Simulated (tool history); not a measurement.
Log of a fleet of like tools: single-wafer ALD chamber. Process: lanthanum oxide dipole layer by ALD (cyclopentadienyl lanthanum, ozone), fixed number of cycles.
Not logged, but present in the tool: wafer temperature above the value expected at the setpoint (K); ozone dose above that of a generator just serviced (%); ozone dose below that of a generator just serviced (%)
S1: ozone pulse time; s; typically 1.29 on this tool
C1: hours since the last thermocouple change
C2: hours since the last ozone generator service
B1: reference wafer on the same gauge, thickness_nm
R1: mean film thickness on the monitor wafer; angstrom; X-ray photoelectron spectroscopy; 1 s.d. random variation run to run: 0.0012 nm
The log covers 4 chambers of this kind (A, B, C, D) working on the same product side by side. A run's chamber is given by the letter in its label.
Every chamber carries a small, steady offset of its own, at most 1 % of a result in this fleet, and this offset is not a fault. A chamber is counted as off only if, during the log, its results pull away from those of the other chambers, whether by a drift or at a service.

run   hour    S1      C1      C2       B1      R1
 1B    1.9  1.29  1648.4  1050.9  0.60787   5.399
 2D    4.4  1.29  1649.6   398.3  0.60768  5.3326
 3A    6.9  1.29  1308.8   429.8  0.60788  5.3644
 4C   10.6  1.29  1815.4   268.2   0.6081  5.3839
 5D   14.8  1.29    1660   408.7    0.608  5.3407
 6A   16.7  1.29  1318.6   439.6  0.60777  5.3753
 7B   18.6   1.1  1665.1  1067.6  0.60775  5.1645
 8C   22.3   1.1  1827.1   279.9  0.60794   5.162
 9A     25   1.1  1326.9   447.9   0.6078  5.1324
10C   29.2   1.1    1834   286.8  0.60798  5.1561
11D   32.8  1.29    1678   426.7  0.60818  5.3379
12B   35.9  1.29  1682.4  1084.9  0.60785  5.3675
13A     39  1.29  1340.9   461.9  0.60793  5.3388
14B   42.7  1.29  1689.2  1091.7  0.60783  5.3813
15C   46.7  1.29  1851.5   304.3  0.60831  5.3907
16D   48.6  1.29  1693.8   442.5  0.60781  5.3323
17C   50.6  1.29  1855.4   308.2  0.60742  5.3708
18A   54.6  1.29  1356.5   477.5   0.6084  5.3366
19B   56.8  1.29  1703.3  1105.8  0.60806  5.3686
20D   58.9  1.29  1704.1   452.8  0.60799  5.3558
21B   62.2  1.29  1708.7  1111.2  0.60776  5.3832
22D   66.4  1.29  1711.6   460.3  0.60804  5.3454
23A     70  1.29  1371.9   492.9  0.60775   5.368
24C   72.5  1.29  1877.3   330.1  0.60783  5.3732
25B   76.2  1.29  1722.7  1125.2  0.60806  5.3777
26C   80.3  1.29  1885.1   337.9  0.60785  5.3681
27A   83.2  1.77  1385.1   506.1  0.60796  5.6265
28D   86.9  1.77  1732.1   480.8  0.60793  5.6139
29D   90.3  1.77  1735.5   484.2  0.60809    5.64
30B   93.3  1.77  1739.8  1142.3  0.60811  5.6436
31A   95.2  1.29  1397.1   518.1   0.6078    5.37
32C   98.8  1.29  1903.6   356.4  0.60812  5.3692
33C  102.3  0.97  1907.1   359.9  0.60812  4.9633
34A  105.8  0.97  1407.7   528.7  0.60818   4.959
35B  109.7  0.97  1756.2  1158.7  0.60774   4.971
36D  112.5  0.97  1757.7   506.4  0.60819  4.9262
37A  114.6  1.29  1416.5   537.5   0.6078  5.3648
38D  116.6  1.29  1761.8   510.5  0.60815  5.3607
39B  118.6  1.29  1765.1  1167.6   0.6078  5.3684
40C  122.1  1.29  1926.9   379.7  0.60785    5.37
41C  124.9  1.29  1929.7   382.5  0.60747  5.3531
42A  127.4  1.29  1429.3   550.3  0.60793  5.3643
43D    130  1.29  1775.2   523.9  0.60809  5.3421
44B  132.3  1.29  1778.8  1181.3  0.60767   5.362

Decide between three cases: one chamber stands off from its peers, the gauge reading all wafers drifts, or nothing is wrong past each chamber's small offset. Where a chamber is off, say which and what most likely put it there.

No chamber stands off beyond its own small offset, and the gauge holds steady.

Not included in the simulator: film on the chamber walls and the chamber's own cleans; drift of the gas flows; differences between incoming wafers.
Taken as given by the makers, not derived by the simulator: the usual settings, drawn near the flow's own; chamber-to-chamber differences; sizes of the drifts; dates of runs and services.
